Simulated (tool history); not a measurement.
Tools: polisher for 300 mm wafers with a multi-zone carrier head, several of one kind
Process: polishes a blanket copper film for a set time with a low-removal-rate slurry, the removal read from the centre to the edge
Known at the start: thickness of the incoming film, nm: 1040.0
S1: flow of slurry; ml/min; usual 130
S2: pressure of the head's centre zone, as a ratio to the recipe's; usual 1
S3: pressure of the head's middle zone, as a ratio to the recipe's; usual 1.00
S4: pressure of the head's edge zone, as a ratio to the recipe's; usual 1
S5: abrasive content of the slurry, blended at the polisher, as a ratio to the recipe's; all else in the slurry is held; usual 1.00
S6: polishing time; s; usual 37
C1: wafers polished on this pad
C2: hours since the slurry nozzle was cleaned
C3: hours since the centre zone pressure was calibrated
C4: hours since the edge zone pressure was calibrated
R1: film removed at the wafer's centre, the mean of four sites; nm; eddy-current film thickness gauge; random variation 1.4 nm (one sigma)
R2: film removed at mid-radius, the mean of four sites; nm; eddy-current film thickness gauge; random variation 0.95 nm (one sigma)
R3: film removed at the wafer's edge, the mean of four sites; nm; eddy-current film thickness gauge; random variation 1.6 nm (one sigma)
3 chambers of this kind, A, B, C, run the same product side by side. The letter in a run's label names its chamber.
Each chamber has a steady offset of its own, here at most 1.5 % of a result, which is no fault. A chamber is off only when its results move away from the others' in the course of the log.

{"day": 0.208, "done": "chamber B: worn pad replaced by a new one"}
{"run": "1B", "day": 0.321, "S1": 130, "S2": 1, "S3": 1.0, "S4": 1, "S5": 1.0, "S6": 37, "C1": 28, "C2": 142.9, "C3": 508.3, "C4": 71.0, "R1": 104.83, "R2": 105.73, "R3": 105.6}
{"run": "2C", "day": 0.546, "S1": 130, "S2": 1, "S3": 1.0, "S4": 1, "S5": 1.0, "S6": 37, "C1": 162, "C2": 70.9, "C3": 17.7, "C4": 287.6, "R1": 105.25, "R2": 105.84, "R3": 104.48}
{"run": "3A", "day": 0.825, "S1": 130, "S2": 1, "S3": 1.0, "S4": 1, "S5": 1.0, "S6": 37, "C1": 581, "C2": 259.4, "C3": 367.9, "C4": 560.2, "R1": 105.85, "R2": 108.17, "R3": 107.66}
{"run": "4C", "day": 1.029, "S1": 130, "S2": 1, "S3": 1.0, "S4": 1, "S5": 1.0, "S6": 37, "C1": 285, "C2": 82.5, "C3": 29.3, "C4": 299.2, "R1": 104.7, "R2": 105.71, "R3": 103.7}
{"run": "5A", "day": 1.262, "S1": 130, "S2": 1, "S3": 1.0, "S4": 1, "S5": 1.15, "S6": 42, "C1": 692, "C2": 269.9, "C3": 378.4, "C4": 570.7, "R1": 121.8, "R2": 125.46, "R3": 125.62}
{"run": "6B", "day": 1.604, "S1": 130, "S2": 1, "S3": 1.0, "S4": 1, "S5": 1.15, "S6": 42, "C1": 355, "C2": 173.7, "C3": 539.1, "C4": 101.8, "R1": 125.65, "R2": 123.21, "R3": 121.23}
{"run": "7C", "day": 1.883, "S1": 130, "S2": 1, "S3": 1.0, "S4": 1, "S5": 1.15, "S6": 42, "C1": 502, "C2": 103.0, "C3": 49.8, "C4": 319.7, "R1": 124.58, "R2": 123.32, "R3": 123.88}
{"day": 2.088, "done": "chamber B: worn pad replaced by a new one"}
{"day": 2.183, "done": "chamber C: worn pad replaced by a new one"}
{"run": "8A", "day": 2.217, "S1": 130, "S2": 1, "S3": 1.0, "S4": 1, "S5": 1.0, "S6": 37, "C1": 935, "C2": 292.8, "C3": 401.3, "C4": 593.6, "R1": 105.11, "R2": 105.37, "R3": 104.94}
{"run": "9B", "day": 2.488, "S1": 130, "S2": 1, "S3": 1.0, "S4": 1, "S5": 1.0, "S6": 37, "C1": 101, "C2": 194.9, "C3": 560.3, "C4": 123.0, "R1": 104.57, "R2": 106.28, "R3": 105.71}
{"run": "10C", "day": 2.688, "S1": 130, "S2": 1, "S3": 1.0, "S4": 1, "S5": 1.0, "S6": 37, "C1": 128, "C2": 122.3, "C3": 69.1, "C4": 339.0, "R1": 105.14, "R2": 106.47, "R3": 104.61}
{"run": "11B", "day": 3.054, "S1": 130, "S2": 1, "S3": 1.0, "S4": 1, "S5": 1.0, "S6": 37, "C1": 245, "C2": 208.5, "C3": 573.9, "C4": 136.6, "R1": 106.32, "R2": 106.79, "R3": 104.27}
{"day": 3.112, "done": "chamber A: worn pad replaced by a new one"}
{"run": "12A", "day": 3.342, "S1": 130, "S2": 1, "S3": 1.0, "S4": 1, "S5": 1.0, "S6": 37, "C1": 58, "C2": 319.8, "C3": 428.3, "C4": 620.6, "R1": 106.89, "R2": 108.06, "R3": 105.4}
{"run": "13A", "day": 3.562, "S1": 130, "S2": 1, "S3": 1.0, "S4": 1, "S5": 1.0, "S6": 37, "C1": 114, "C2": 325.1, "C3": 433.6, "C4": 625.9, "R1": 102.97, "R2": 105.45, "R3": 104.77}
{"day": 3.896, "done": "chamber B: worn pad replaced by a new one"}
{"run": "14C", "day": 3.954, "S1": 130, "S2": 1, "S3": 1.0, "S4": 1, "S5": 1.0, "S6": 37, "C1": 450, "C2": 152.7, "C3": 99.5, "C4": 369.4, "R1": 107.16, "R2": 106.93, "R3": 108.87}
{"run": "15B", "day": 4.25, "S1": 130, "S2": 1, "S3": 1.0, "S4": 1, "S5": 1.0, "S6": 37, "C1": 90, "C2": 237.2, "C3": 602.6, "C4": 165.3, "R1": 105.46, "R2": 107.18, "R3": 107.09}
{"day": 4.325, "done": "chamber C: worn pad replaced by a new one"}
{"run": "16C", "day": 4.542, "S1": 130, "S2": 1, "S3": 1.0, "S4": 1, "S5": 1.0, "S6": 37, "C1": 55, "C2": 166.8, "C3": 113.6, "C4": 383.5, "R1": 105.27, "R2": 105.54, "R3": 107.29}
{"run": "17A", "day": 4.888, "S1": 130, "S2": 1, "S3": 1.0, "S4": 1, "S5": 1.0, "S6": 37, "C1": 451, "C2": 356.9, "C3": 465.4, "C4": 657.7, "R1": 105.37, "R2": 106.2, "R3": 104.88}
{"run": "18B", "day": 5.088, "S1": 130, "S2": 1, "S3": 1.0, "S4": 1, "S5": 1.0, "S6": 37, "C1": 303, "C2": 257.3, "C3": 622.7, "C4": 185.4, "R1": 109.93, "R2": 108.06, "R3": 108.43}
{"run": "19B", "day": 5.412, "S1": 130, "S2": 1, "S3": 1.0, "S4": 1, "S5": 1.0, "S6": 37, "C1": 386, "C2": 265.1, "C3": 630.5, "C4": 193.2, "R1": 108.28, "R2": 106.72, "R3": 106.64}
{"day": 5.612, "done": "chamber B: slurry nozzle cleaned"}
{"run": "20C", "day": 5.696, "S1": 130, "S2": 1, "S3": 0.91, "S4": 1, "S5": 1.0, "S6": 37, "C1": 349, "C2": 194.5, "C3": 141.3, "C4": 411.2, "R1": 104.74, "R2": 96.698, "R3": 106.54}
{"day": 5.746, "done": "chamber B: worn pad replaced by a new one"}
{"run": "21A", "day": 5.95, "S1": 130, "S2": 1, "S3": 0.91, "S4": 1, "S5": 1.0, "S6": 37, "C1": 721, "C2": 382.4, "C3": 490.9, "C4": 683.2, "R1": 105.2, "R2": 98.398, "R3": 106.16}
{"run": "22A", "day": 6.175, "S1": 130, "S2": 1, "S3": 0.91, "S4": 1, "S5": 1.0, "S6": 37, "C1": 778, "C2": 387.8, "C3": 496.3, "C4": 688.6, "R1": 105.89, "R2": 96.663, "R3": 105.3}
{"run": "23C", "day": 6.458, "S1": 130, "S2": 1, "S3": 1.0, "S4": 1, "S5": 1.0, "S6": 37, "C1": 542, "C2": 212.8, "C3": 159.6, "C4": 429.5, "R1": 103.82, "R2": 105.32, "R3": 108.11}
{"day": 6.679, "done": "chamber C: worn pad replaced by a new one"}
{"run": "24B", "day": 6.679, "S1": 130, "S2": 1, "S3": 1.0, "S4": 1, "S5": 1.0, "S6": 37, "C1": 237, "C2": 25.7, "C3": 660.9, "C4": 223.6, "R1": 106.75, "R2": 107.6, "R3": 105.15}
{"run": "25B", "day": 7.0, "S1": 130, "S2": 1, "S3": 1.0, "S4": 1, "S5": 1.0, "S6": 37, "C1": 319, "C2": 33.4, "C3": 668.6, "C4": 231.3, "R1": 107.17, "R2": 104.75, "R3": 107.6}
{"day": 7.075, "done": "chamber A: worn pad replaced by a new one"}
{"run": "26C", "day": 7.175, "S1": 130, "S2": 1, "S3": 1.0, "S4": 1, "S5": 1.0, "S6": 37, "C1": 126, "C2": 230.0, "C3": 176.8, "C4": 446.7, "R1": 103.33, "R2": 105.73, "R3": 104.07}
{"run": "27A", "day": 7.446, "S1": 130, "S2": 1, "S3": 1.0, "S4": 1, "S5": 1.0, "S6": 37, "C1": 95, "C2": 418.3, "C3": 526.8, "C4": 719.1, "R1": 105.91, "R2": 104.19, "R3": 105.54}
{"day": 7.796, "done": "chamber B: worn pad replaced by a new one"}
{"run": "28C", "day": 7.821, "S1": 130, "S2": 1, "S3": 1.0, "S4": 1, "S5": 1.0, "S6": 37, "C1": 291, "C2": 245.5, "C3": 192.3, "C4": 462.2, "R1": 105.11, "R2": 107.44, "R3": 106.17}
{"run": "29A", "day": 8.217, "S1": 130, "S2": 1, "S3": 1.0, "S4": 1, "S5": 1.0, "S6": 37, "C1": 291, "C2": 436.8, "C3": 545.3, "C4": 737.6, "R1": 108.47, "R2": 105.81, "R3": 106.06}
{"run": "30B", "day": 8.596, "S1": 130, "S2": 1, "S3": 1.0, "S4": 1, "S5": 1.0, "S6": 37, "C1": 203, "C2": 71.7, "C3": 706.9, "C4": 269.6, "R1": 106.98, "R2": 107.19, "R3": 105.34}
{"day": 8.733, "done": "chamber C: worn pad replaced by a new one"}
{"day": 8.854, "done": "chamber A: slurry nozzle cleaned"}
{"run": "31A", "day": 8.954, "S1": 130, "S2": 1, "S3": 0.95, "S4": 1, "S5": 1.0, "S6": 37, "C1": 478, "C2": 2.4, "C3": 563.0, "C4": 755.3, "R1": 105.84, "R2": 103.61, "R3": 105.33}
{"run": "32C", "day": 9.188, "S1": 130, "S2": 1, "S3": 0.95, "S4": 1, "S5": 1.0, "S6": 37, "C1": 115, "C2": 278.3, "C3": 225.1, "C4": 495.0, "R1": 106.9, "R2": 101.74, "R3": 107.55}

Next, every chamber runs the same settings. What will each give?
{"run": "33A", "day": 9.475, "S1": 150, "S2": 1, "S3": 1.0, "S4": 1, "S5": 1.0, "S6": 37, "R1": "?", "R2": "?", "R3": "?"}
{"run": "33B", "day": 9.475, "S1": 150, "S2": 1, "S3": 1.0, "S4": 1, "S5": 1.0, "S6": 37, "R1": "?", "R2": "?", "R3": "?"}
{"run": "33C", "day": 9.475, "S1": 150, "S2": 1, "S3": 1.0, "S4": 1, "S5": 1.0, "S6": 37, "R1": "?", "R2": "?", "R3": "?"}

run=33A R1=107.09 R2=108.790 R3=106.11
run=33B R1=109.26 R2=109.050 R3=105.27
run=33C R1=110.99 R2=109.520 R3=105.60

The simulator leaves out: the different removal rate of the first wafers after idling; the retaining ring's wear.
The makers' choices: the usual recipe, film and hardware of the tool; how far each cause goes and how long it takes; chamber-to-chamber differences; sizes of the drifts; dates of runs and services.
